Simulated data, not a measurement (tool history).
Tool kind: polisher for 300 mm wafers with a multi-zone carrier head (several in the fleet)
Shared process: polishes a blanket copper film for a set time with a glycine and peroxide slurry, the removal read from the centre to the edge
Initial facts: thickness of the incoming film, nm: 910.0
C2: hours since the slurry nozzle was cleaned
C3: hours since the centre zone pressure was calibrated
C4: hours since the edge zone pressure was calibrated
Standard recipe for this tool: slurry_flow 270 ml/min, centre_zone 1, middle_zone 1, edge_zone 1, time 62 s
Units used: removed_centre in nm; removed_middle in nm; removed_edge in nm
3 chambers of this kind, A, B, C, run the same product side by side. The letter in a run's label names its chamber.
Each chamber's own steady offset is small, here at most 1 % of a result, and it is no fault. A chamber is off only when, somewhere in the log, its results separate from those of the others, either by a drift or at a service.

{"run": "1A", "hour": 7.3, "slurry_flow": 270, "centre_zone": 1, "middle_zone": 1, "edge_zone": 1, "time": 62, "wafers polished on this pad": 691, "C2": 8.1, "C3": 414.7, "C4": 341.7, "removed_centre": 277.62, "removed_middle": 275.93, "removed_edge": 274.76}
{"run": "2C", "hour": 16.5, "slurry_flow": 270, "centre_zone": 1, "middle_zone": 1, "edge_zone": 1, "time": 62, "wafers polished on this pad": 719, "C2": 591.9, "C3": 907.5, "C4": 595.7, "removed_centre": 278.69, "removed_middle": 273.85, "removed_edge": 281}
{"run": "3B", "hour": 24.7, "slurry_flow": 270, "centre_zone": 1, "middle_zone": 1, "edge_zone": 1, "time": 62, "wafers polished on this pad": 364, "C2": 382.7, "C3": 345, "C4": 486.1, "removed_centre": 273.85, "removed_middle": 275.88, "removed_edge": 275.31}
{"hour": 29.6, "done": "chamber A: worn pad replaced by a new one"}
{"run": "4B", "hour": 30.8, "slurry_flow": 270, "centre_zone": 1, "middle_zone": 1, "edge_zone": 1, "time": 62, "wafers polished on this pad": 430, "C2": 388.8, "C3": 351.1, "C4": 492.2, "removed_centre": 274.68, "removed_middle": 272.61, "removed_edge": 278.83}
{"run": "5A", "hour": 37.4, "slurry_flow": 270, "centre_zone": 1, "middle_zone": 1, "edge_zone": 1, "time": 62, "wafers polished on this pad": 85, "C2": 38.2, "C3": 444.8, "C4": 371.8, "removed_centre": 276.96, "removed_middle": 276.35, "removed_edge": 274.74}
{"run": "6C", "hour": 42.5, "slurry_flow": 270, "centre_zone": 1, "middle_zone": 1, "edge_zone": 1, "time": 62, "wafers polished on this pad": 1000, "C2": 617.9, "C3": 933.5, "C4": 621.7, "removed_centre": 267.39, "removed_middle": 274.88, "removed_edge": 275.43}
{"run": "7C", "hour": 52.6, "slurry_flow": 270, "centre_zone": 1, "middle_zone": 1, "edge_zone": 1, "time": 62, "wafers polished on this pad": 1110, "C2": 628, "C3": 943.6, "C4": 631.8, "removed_centre": 279.38, "removed_middle": 275.39, "removed_edge": 274.93}
{"run": "8B", "hour": 61.6, "slurry_flow": 270, "centre_zone": 1, "middle_zone": 1, "edge_zone": 1, "time": 62, "wafers polished on this pad": 763, "C2": 419.6, "C3": 381.9, "C4": 523, "removed_centre": 276.83, "removed_middle": 273.22, "removed_edge": 275.45}
{"run": "9A", "hour": 71.5, "slurry_flow": 270, "centre_zone": 1, "middle_zone": 1, "edge_zone": 1, "time": 62, "wafers polished on this pad": 454, "C2": 72.3, "C3": 478.9, "C4": 405.9, "removed_centre": 282.55, "removed_middle": 277.45, "removed_edge": 277.12}
{"run": "10A", "hour": 78.0, "slurry_flow": 235, "centre_zone": 1, "middle_zone": 1, "edge_zone": 1, "time": 62, "wafers polished on this pad": 525, "C2": 78.8, "C3": 485.4, "C4": 412.4, "removed_centre": 266.98, "removed_middle": 270.62, "removed_edge": 271.83}
{"hour": 82.5, "done": "chamber B: worn pad replaced by a new one"}
{"hour": 83.9, "done": "chamber B: slurry nozzle cleaned"}
{"run": "11C", "hour": 87.3, "slurry_flow": 235, "centre_zone": 1, "middle_zone": 1, "edge_zone": 1, "time": 62, "wafers polished on this pad": 1485, "C2": 662.7, "C3": 978.3, "C4": 666.5, "removed_centre": 269.08, "removed_middle": 263.56, "removed_edge": 265.19}
{"run": "12B", "hour": 95.6, "slurry_flow": 235, "centre_zone": 1, "middle_zone": 1, "edge_zone": 1, "time": 62, "wafers polished on this pad": 142, "C2": 11.7, "C3": 415.9, "C4": 557, "removed_centre": 273.9, "removed_middle": 271.09, "removed_edge": 274.7}
{"run": "13A", "hour": 103.3, "slurry_flow": 270, "centre_zone": 1, "middle_zone": 1, "edge_zone": 1, "time": 62, "wafers polished on this pad": 798, "C2": 104.1, "C3": 510.7, "C4": 437.7, "removed_centre": 282.78, "removed_middle": 275.56, "removed_edge": 276.72}
{"run": "14C", "hour": 111.7, "slurry_flow": 270, "centre_zone": 1, "middle_zone": 1, "edge_zone": 1, "time": 62, "wafers polished on this pad": 1749, "C2": 687.1, "C3": 1002.7, "C4": 690.9, "removed_centre": 268.37, "removed_middle": 265.66, "removed_edge": 270.33}
{"hour": 116.6, "done": "chamber A: worn pad replaced by a new one"}
{"run": "15B", "hour": 118.1, "slurry_flow": 270, "centre_zone": 1, "middle_zone": 1, "edge_zone": 1, "time": 62, "wafers polished on this pad": 386, "C2": 34.2, "C3": 438.4, "C4": 579.5, "removed_centre": 272.23, "removed_middle": 275.5, "removed_edge": 275.61}
{"run": "16A", "hour": 124.0, "slurry_flow": 270, "centre_zone": 1, "middle_zone": 1, "edge_zone": 1, "time": 62, "wafers polished on this pad": 80, "C2": 124.8, "C3": 531.4, "C4": 458.4, "removed_centre": 276.61, "removed_middle": 279.08, "removed_edge": 272.54}
{"run": "17C", "hour": 129.3, "slurry_flow": 270, "centre_zone": 1, "middle_zone": 1, "edge_zone": 1, "time": 62, "wafers polished on this pad": 1940, "C2": 704.7, "C3": 1020.3, "C4": 708.5, "removed_centre": 261.81, "removed_middle": 260.99, "removed_edge": 264.67}
{"run": "18B", "hour": 135.8, "slurry_flow": 270, "centre_zone": 1, "middle_zone": 1, "edge_zone": 1, "time": 62, "wafers polished on this pad": 577, "C2": 51.9, "C3": 456.1, "C4": 597.2, "removed_centre": 277.19, "removed_middle": 275.34, "removed_edge": 275.87}
{"run": "19A", "hour": 141.0, "slurry_flow": 270, "centre_zone": 1, "middle_zone": 1, "edge_zone": 1, "time": 62, "wafers polished on this pad": 264, "C2": 141.8, "C3": 548.4, "C4": 475.4, "removed_centre": 280.89, "removed_middle": 275.87, "removed_edge": 274.07}
{"run": "20C", "hour": 146.9, "slurry_flow": 270, "centre_zone": 1, "middle_zone": 1, "edge_zone": 1, "time": 62, "wafers polished on this pad": 2130, "C2": 722.3, "C3": 1037.9, "C4": 726.1, "removed_centre": 264.44, "removed_middle": 264.4, "removed_edge": 263.27}
{"hour": 148.6, "done": "chamber C: slurry nozzle cleaned"}
{"run": "21B", "hour": 153.2, "slurry_flow": 270, "centre_zone": 1, "middle_zone": 1, "edge_zone": 1, "time": 62, "wafers polished on this pad": 766, "C2": 69.3, "C3": 473.5, "C4": 614.6, "removed_centre": 270.34, "removed_middle": 275.85, "removed_edge": 278.51}
{"run": "22C", "hour": 162.0, "slurry_flow": 270, "centre_zone": 1, "middle_zone": 1, "edge_zone": 1, "time": 62, "wafers polished on this pad": 2294, "C2": 13.5, "C3": 1053, "C4": 741.2, "removed_centre": 259.62, "removed_middle": 258.87, "removed_edge": 260.89}
{"run": "23B", "hour": 171.1, "slurry_flow": 270, "centre_zone": 0.9, "middle_zone": 1, "edge_zone": 1, "time": 62, "wafers polished on this pad": 960, "C2": 87.2, "C3": 491.4, "C4": 632.5, "removed_centre": 247.05, "removed_middle": 276.51, "removed_edge": 274.42}
{"hour": 171.6, "done": "chamber B: worn pad replaced by a new one"}
{"run": "24A", "hour": 178.5, "slurry_flow": 270, "centre_zone": 0.9, "middle_zone": 1, "edge_zone": 1, "time": 62, "wafers polished on this pad": 670, "C2": 179.3, "C3": 585.9, "C4": 512.9, "removed_centre": 249.02, "removed_middle": 277.55, "removed_edge": 278.55}
{"hour": 180.2, "done": "chamber B: edge zone pressure recalibrated"}
{"run": "25B", "hour": 183.6, "slurry_flow": 270, "centre_zone": 0.9, "middle_zone": 1, "edge_zone": 1, "time": 62, "wafers polished on this pad": 130, "C2": 99.7, "C3": 503.9, "C4": 3.4, "removed_centre": 245.04, "removed_middle": 274.43, "removed_edge": 277.27}

Is one chamber off against the others, does the gauge drift, or is nothing wrong? If a chamber is off, say which, and what the likeliest cause is.

It is chamber C that slowly wanders off from its peers.
Likeliest cause: removal rate lost through wear of the pad, % = 7.36.

Below are 4 candidate recipes for chamber C's next run, each the usual settings with a change, their results shown as question marks. Which of them brings C's results back in line with what the other chambers give on the usual settings?
Maximum distance from the other chambers' mean on the usual settings for a result to count as in line: removed_centre 14 nm; removed_middle 7.6 nm; removed_edge 6.2 nm
{"run": "26C-1", "hour": 190.9, "slurry_flow": 270, "centre_zone": 1, "middle_zone": 1, "edge_zone": 1, "time": 66, "removed_centre": "?", "removed_middle": "?", "removed_edge": "?"}
{"run": "26C-2", "hour": 190.9, "slurry_flow": 270, "centre_zone": 1, "middle_zone": 1, "edge_zone": 1, "time": 64, "removed_centre": "?", "removed_middle": "?", "removed_edge": "?"}
{"run": "26C-3", "hour": 190.9, "slurry_flow": 270, "centre_zone": 1, "middle_zone": 1, "edge_zone": 1, "time": 60, "removed_centre": "?", "removed_middle": "?", "removed_edge": "?"}
{"run": "26C-4", "hour": 190.9, "slurry_flow": 270, "centre_zone": 1, "middle_zone": 1, "edge_zone": 1, "time": 58, "removed_centre": "?", "removed_middle": "?", "removed_edge": "?"}

Average result of the remaining chambers running the usual settings: removed_centre 277.19 nm; removed_middle 275.45 nm; removed_edge 276.47 nm
run=26C-1 removed_centre=274.55 removed_middle=272.96 removed_edge=274.38
run=26C-2 removed_centre=266.23 removed_middle=264.69 removed_edge=266.06
run=26C-3 removed_centre=249.59 removed_middle=248.14 removed_edge=249.43
run=26C-4 removed_centre=241.27 removed_middle=239.87 removed_edge=241.12
The answer is 26C-1, which returns the chamber to within the allowed miss of the others.

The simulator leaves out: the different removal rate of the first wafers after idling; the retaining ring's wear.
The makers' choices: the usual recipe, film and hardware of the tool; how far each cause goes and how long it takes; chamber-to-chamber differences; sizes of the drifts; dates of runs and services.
